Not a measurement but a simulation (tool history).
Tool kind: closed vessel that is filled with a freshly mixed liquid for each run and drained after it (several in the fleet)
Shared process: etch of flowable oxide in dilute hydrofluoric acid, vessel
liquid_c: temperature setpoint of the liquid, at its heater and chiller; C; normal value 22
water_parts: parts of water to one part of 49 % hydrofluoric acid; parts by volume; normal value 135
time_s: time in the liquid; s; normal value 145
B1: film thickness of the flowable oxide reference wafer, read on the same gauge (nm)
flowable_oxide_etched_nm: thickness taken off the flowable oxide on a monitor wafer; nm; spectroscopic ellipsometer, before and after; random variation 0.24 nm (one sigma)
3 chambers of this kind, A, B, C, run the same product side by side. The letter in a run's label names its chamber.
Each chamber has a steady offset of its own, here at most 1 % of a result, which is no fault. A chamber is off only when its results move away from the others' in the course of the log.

run 1B hour=9.2 | liquid_c=22 water_parts=135 time_s=145 | B1=130.01 | flowable_oxide_etched_nm=40.887
run 2C hour=14.3 | liquid_c=22 water_parts=135 time_s=145 | B1=130 | flowable_oxide_etched_nm=41.303
run 3A hour=19.4 | liquid_c=22 water_parts=135 time_s=145 | B1=130.03 | flowable_oxide_etched_nm=41.132
-- hour=19.5 chamber B: hydrofluoric acid flow meter replaced
run 4A hour=28.7 | liquid_c=22 water_parts=135 time_s=145 | B1=130 | flowable_oxide_etched_nm=41.293
run 5B hour=38.1 | liquid_c=22 water_parts=135 time_s=145 | B1=130.02 | flowable_oxide_etched_nm=40.83
run 6C hour=47.9 | liquid_c=22 water_parts=135 time_s=145 | B1=130.01 | flowable_oxide_etched_nm=40.939
run 7A hour=54.4 | liquid_c=22 water_parts=135 time_s=145 | B1=129.98 | flowable_oxide_etched_nm=41.328
run 8B hour=59.2 | liquid_c=22 water_parts=135 time_s=145 | B1=129.97 | flowable_oxide_etched_nm=40.766
run 9C hour=65.4 | liquid_c=22 water_parts=190 time_s=145 | B1=129.99 | flowable_oxide_etched_nm=27.47
run 10A hour=73.3 | liquid_c=22 water_parts=190 time_s=145 | B1=130.02 | flowable_oxide_etched_nm=27.687
run 11B hour=79.4 | liquid_c=22 water_parts=190 time_s=145 | B1=130 | flowable_oxide_etched_nm=27.5
run 12C hour=86.9 | liquid_c=22 water_parts=135 time_s=145 | B1=130.01 | flowable_oxide_etched_nm=41.706
run 13A hour=97.2 | liquid_c=22 water_parts=135 time_s=145 | B1=130.02 | flowable_oxide_etched_nm=41.128
run 14B hour=104.6 | liquid_c=22 water_parts=135 time_s=145 | B1=129.99 | flowable_oxide_etched_nm=40.902
run 15C hour=110 | liquid_c=22 water_parts=135 time_s=145 | B1=130.01 | flowable_oxide_etched_nm=41.028
run 16B hour=117.9 | liquid_c=22 water_parts=80 time_s=85 | B1=130.02 | flowable_oxide_etched_nm=42.631
run 17C hour=122.8 | liquid_c=22 water_parts=80 time_s=85 | B1=130 | flowable_oxide_etched_nm=43.491
run 18A hour=130 | liquid_c=22 water_parts=80 time_s=85 | B1=130.03 | flowable_oxide_etched_nm=43.671
run 19C hour=136.1 | liquid_c=22 water_parts=135 time_s=145 | B1=129.99 | flowable_oxide_etched_nm=41.178
run 20B hour=143.5 | liquid_c=22 water_parts=205 time_s=180 | B1=129.99 | flowable_oxide_etched_nm=31.12

Next, every chamber runs the same settings. What will each give?
run 21A hour=150.8 | liquid_c=24.5 water_parts=135 time_s=145 | flowable_oxide_etched_nm=?
run 21B hour=150.8 | liquid_c=24.5 water_parts=135 time_s=145 | flowable_oxide_etched_nm=?
run 21C hour=150.8 | liquid_c=24.5 water_parts=135 time_s=145 | flowable_oxide_etched_nm=?

run=21A flowable_oxide_etched_nm=45.028
run=21B flowable_oxide_etched_nm=44.895
run=21C flowable_oxide_etched_nm=45.024
